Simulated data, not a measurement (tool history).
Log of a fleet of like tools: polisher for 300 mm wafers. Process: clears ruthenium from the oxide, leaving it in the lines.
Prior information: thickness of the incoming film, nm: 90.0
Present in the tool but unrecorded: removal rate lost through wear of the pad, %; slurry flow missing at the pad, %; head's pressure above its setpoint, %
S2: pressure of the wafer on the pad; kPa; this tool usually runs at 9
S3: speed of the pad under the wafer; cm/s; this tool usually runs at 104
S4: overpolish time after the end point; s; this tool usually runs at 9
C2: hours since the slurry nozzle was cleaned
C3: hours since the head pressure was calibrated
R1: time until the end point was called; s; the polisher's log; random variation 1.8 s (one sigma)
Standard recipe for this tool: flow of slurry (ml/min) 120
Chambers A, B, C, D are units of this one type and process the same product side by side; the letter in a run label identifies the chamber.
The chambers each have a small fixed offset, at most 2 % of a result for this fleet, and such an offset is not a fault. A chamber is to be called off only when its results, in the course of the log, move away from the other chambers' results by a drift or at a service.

Run 1B, hour 3.5: usual settings; wafers polished on this pad 377; C2 544.5; C3 397.5. Result: R1 140.65 s.
Run 2C, hour 7.7: usual settings; wafers polished on this pad 750; C2 93.9; C3 262.5. Result: R1 141.27 s.
Run 3D, hour 11.5: usual settings; wafers polished on this pad 367; C2 13.4; C3 209.5. Result: R1 140.67 s.
Run 4A, hour 15.6: usual settings; wafers polished on this pad 378; C2 477.6; C3 900.1. Result: R1 137.32 s.
Run 5C, hour 20.3: usual settings; wafers polished on this pad 822; C2 106.5; C3 275.1. Result: R1 141.63 s.
Run 6A, hour 22.5: usual settings but S4 13 s; wafers polished on this pad 417; C2 484.5; C3 907. Result: R1 135.49 s.
Run 7B, hour 24.6: usual settings but S4 13 s; wafers polished on this pad 497; C2 565.6; C3 418.6. Result: R1 140.22 s.
Run 8D, hour 28: usual settings but S4 13 s; wafers polished on this pad 462; C2 29.9; C3 226. Result: R1 138.28 s.
Run 9A, hour 32.4: usual settings but S4 13 s; wafers polished on this pad 474; C2 494.4; C3 916.9. Result: R1 142.81 s.
Run 10D, hour 36.8: usual settings but S3 128 cm/s, S4 11 s; wafers polished on this pad 512; C2 38.7; C3 234.8. Result: R1 112.46 s.
Run 11B, hour 40.6: usual settings but S3 128 cm/s, S4 11 s; wafers polished on this pad 588; C2 581.6; C3 434.6. Result: R1 113.57 s.
Run 12C, hour 44.9: usual settings but S3 128 cm/s, S4 11 s; wafers polished on this pad 963; C2 131.1; C3 299.7. Result: R1 119.87 s.
Run 13B, hour 47.6: usual settings but S3 128 cm/s, S4 11 s; wafers polished on this pad 628; C2 588.6; C3 441.6. Result: R1 111.82 s.
Run 14C, hour 52.1: usual settings; wafers polished on this pad 1004; C2 138.3; C3 306.9. Result: R1 145.6 s.
Run 15A, hour 56.1: usual settings; wafers polished on this pad 609; C2 518.1; C3 940.6. Result: R1 137.98 s.
Run 16D, hour 58.9: usual settings but S3 88 cm/s, S4 6 s; wafers polished on this pad 638; C2 60.8; C3 256.9. Result: R1 161.47 s.
At hour 60.2: chamber A: worn pad replaced by a new one.
Run 17D, hour 62.2: usual settings but S3 88 cm/s, S4 6 s; wafers polished on this pad 657; C2 64.1; C3 260.2. Result: R1 166.22 s.
Run 18A, hour 66.3: usual settings but S3 88 cm/s, S4 6 s; wafers polished on this pad 35; C2 528.3; C3 950.8. Result: R1 162.05 s.
Run 19B, hour 70.5: usual settings but S3 88 cm/s, S4 6 s; wafers polished on this pad 759; C2 611.5; C3 464.5. Result: R1 165.67 s.
At hour 71.3: chamber D: worn pad replaced by a new one.
Run 20C, hour 75.2: usual settings but flow of slurry (ml/min) 90, S3 132 cm/s; wafers polished on this pad 1136; C2 161.4; C3 330. Result: R1 124.52 s.
Run 21A, hour 78.3: usual settings but flow of slurry (ml/min) 90, S3 132 cm/s; wafers polished on this pad 103; C2 540.3; C3 962.8. Result: R1 118.87 s.
Run 22D, hour 82.7: usual settings but flow of slurry (ml/min) 90, S3 132 cm/s; wafers polished on this pad 65; C2 84.6; C3 280.7. Result: R1 118.19 s.
Run 23B, hour 85.6: usual settings but flow of slurry (ml/min) 90, S3 132 cm/s; wafers polished on this pad 845; C2 626.6; C3 479.6. Result: R1 117.33 s.
At hour 87.5: chamber B: worn pad replaced by a new one.
Run 24C, hour 89.1: usual settings; wafers polished on this pad 1215; C2 175.3; C3 343.9. Result: R1 151.72 s.
Run 25C, hour 92.3: usual settings; wafers polished on this pad 1233; C2 178.5; C3 347.1. Result: R1 147.64 s.
Run 26B, hour 96.1: usual settings; wafers polished on this pad 49; C2 637.1; C3 490.1. Result: R1 143.81 s.
Run 27A, hour 100.5: usual settings; wafers polished on this pad 230; C2 562.5; C3 985. Result: R1 137.71 s.

Next, every chamber runs the same settings. What will each give?
Run 28A, hour 104: usual settings. Result: R1 ?.
Run 28B, hour 104: usual settings. Result: R1 ?.
Run 28C, hour 104: usual settings. Result: R1 ?.
Run 28D, hour 104: usual settings. Result: R1 ?.

run      R1
28A  138.66
28B  142.12
28C  153.06
28D  139.22
